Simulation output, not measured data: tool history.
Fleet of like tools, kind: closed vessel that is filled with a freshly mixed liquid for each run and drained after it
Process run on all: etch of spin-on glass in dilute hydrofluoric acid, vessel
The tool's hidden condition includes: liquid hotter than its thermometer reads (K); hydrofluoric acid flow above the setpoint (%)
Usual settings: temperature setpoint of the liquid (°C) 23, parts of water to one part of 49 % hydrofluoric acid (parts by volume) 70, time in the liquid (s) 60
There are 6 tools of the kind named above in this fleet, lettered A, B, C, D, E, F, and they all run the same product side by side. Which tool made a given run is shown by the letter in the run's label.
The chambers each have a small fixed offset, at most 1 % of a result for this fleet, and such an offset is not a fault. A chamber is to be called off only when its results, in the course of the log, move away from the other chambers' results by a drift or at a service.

run,hour,temperature setpoint of the liquid (°C),parts of water to one part of 49 % hydrofluoric acid (parts by volume),time in the liquid (s),hours since the thermometer was replaced,hours since the hydrofluoric acid flow meter was replaced,"read-back film thickness of the spin-on glass reference wafer, read on the same gauge (nm)",thickness taken off the spin-on glass on a monitor wafer (Å)
1E,5.5,23,70,60,36,1512.7,150,322.98
2D,9.4,23,70,60,969.5,1684.8,150,316.28
3B,14.1,23,70,60,782.2,1302.7,150.02,312.7
4F,18.3,23,70,60,2028.7,452.8,149.99,317.89
5A,22.6,23,70,60,391.8,393.1,149.98,314.08
6C,27.1,23,70,60,710,489.9,149.99,323.51
7C,31,23,70,60,713.9,493.8,150.01,322.48
8D,37.7,23,70,60,997.8,1713.1,150.01,317.19
9B,41.1,24.5,70,85,809.2,1329.7,150.02,475.83
10A,44.6,24.5,70,85,413.8,415.1,149.99,478.79
11E,48.7,24.5,70,85,79.2,1555.9,150.01,488.89
12F,53.9,24.5,70,85,2064.3,488.4,149.97,475.2
13E,58.8,24.5,70,85,89.3,1566,150.01,484.91
14A,65,24.5,70,85,434.2,435.5,149.98,475.48
15B,71.4,23,70,60,839.5,1360,149.96,310.02
16D,76.7,23,70,60,1036.8,1752.1,150.03,310.7
17F,79.9,23,70,60,2090.3,514.4,150.01,319.69
18C,85.5,23,70,60,768.4,548.3,150,317.49
19D,89.4,23,70,60,1049.5,1764.8,149.97,320.72
20F,93.2,23,90,50,2103.6,527.7,150.01,205.42
21A,97.6,23,90,50,466.8,468.1,150.02,204.15
# hour 99.5: chamber D: thermometer replaced
22B,101.5,23,90,50,869.6,1390.1,149.98,204.89
23E,106.1,23,90,50,136.6,1613.3,150.01,205.78
24C,109.9,23,90,50,792.8,572.7,150.01,199.41
25A,114.3,23,90,50,483.5,484.8,149.98,203.58
26C,120.8,23,70,60,803.7,583.6,150,316.7
27E,125.7,23,70,60,156.2,1632.9,150.02,320.11
28B,130.1,23,70,60,898.2,1418.7,149.98,326.26
# hour 132.6: chamber F: hydrofluoric acid flow meter replaced
29F,135.6,23,70,60,2146,3,149.97,314.67
30D,138.8,23,70,60,39.4,1814.2,150.03,315.62
31F,144.1,23,70,60,2154.5,11.5,150,325.92
32C,148.9,23,70,50,831.8,611.7,150,271.09
33D,152.2,23,70,50,52.8,1827.6,150.01,261.89
34E,156.3,23,70,50,186.8,1663.5,150.01,266.36
35B,161.4,23,70,50,929.5,1450,149.98,275.63
36A,167.1,23,70,50,536.3,537.6,149.98,266.05
37F,171.6,23,70,50,2182,39,150.01,263.41
38C,176.7,23,70,60,859.6,639.5,150.01,322.29
39A,182.8,23,70,60,552,553.3,150.01,321.7
40D,187.6,23,70,60,88.2,1863,150,318.69
41E,192.6,23,70,60,223.1,1699.8,150.05,322.35
42B,196.8,23,70,60,964.9,1485.4,150,340.79
# hour 202.7: chamber A: hydrofluoric acid flow meter replaced
43A,203.2,23,70,60,572.4,0.5,150.02,319.2
44F,209.5,23,70,60,2219.9,76.9,149.98,318.87

Decide between three cases: one chamber stands off from its peers, the gauge reading all wafers drifts, or nothing is wrong past each chamber's small offset. Where a chamber is off, say which and what most likely put it there.

It is chamber B that slowly wanders off from its peers.
Likeliest cause: liquid hotter than its thermometer reads (K) = 2.06.
The log may not separate it from: hydrofluoric acid flow above the setpoint (%).

Which of the 4 candidates below, each the usual settings with something changed and its results left as question marks, puts chamber B back in line with what the other chambers give on the usual settings?
Maximum distance from the other chambers' mean on the usual settings for a result to count as in line: thickness taken off the spin-on glass on a monitor wafer (Å) 11
45B-1,214.3,23.5,70,60,,,,?
45B-2,214.3,23,70,65,,,,?
45B-3,214.3,21,70,60,,,,?
45B-4,214.3,22.5,70,60,,,,?

Usual-settings mean across the other chambers: thickness taken off the spin-on glass on a monitor wafer (Å) 319.59
run,thickness taken off the spin-on glass on a monitor wafer (Å)
45B-1,354.95
45B-2,376.9
45B-3,320.45
45B-4,340.84
It is 45B-3 that realigns the chamber with its peers.

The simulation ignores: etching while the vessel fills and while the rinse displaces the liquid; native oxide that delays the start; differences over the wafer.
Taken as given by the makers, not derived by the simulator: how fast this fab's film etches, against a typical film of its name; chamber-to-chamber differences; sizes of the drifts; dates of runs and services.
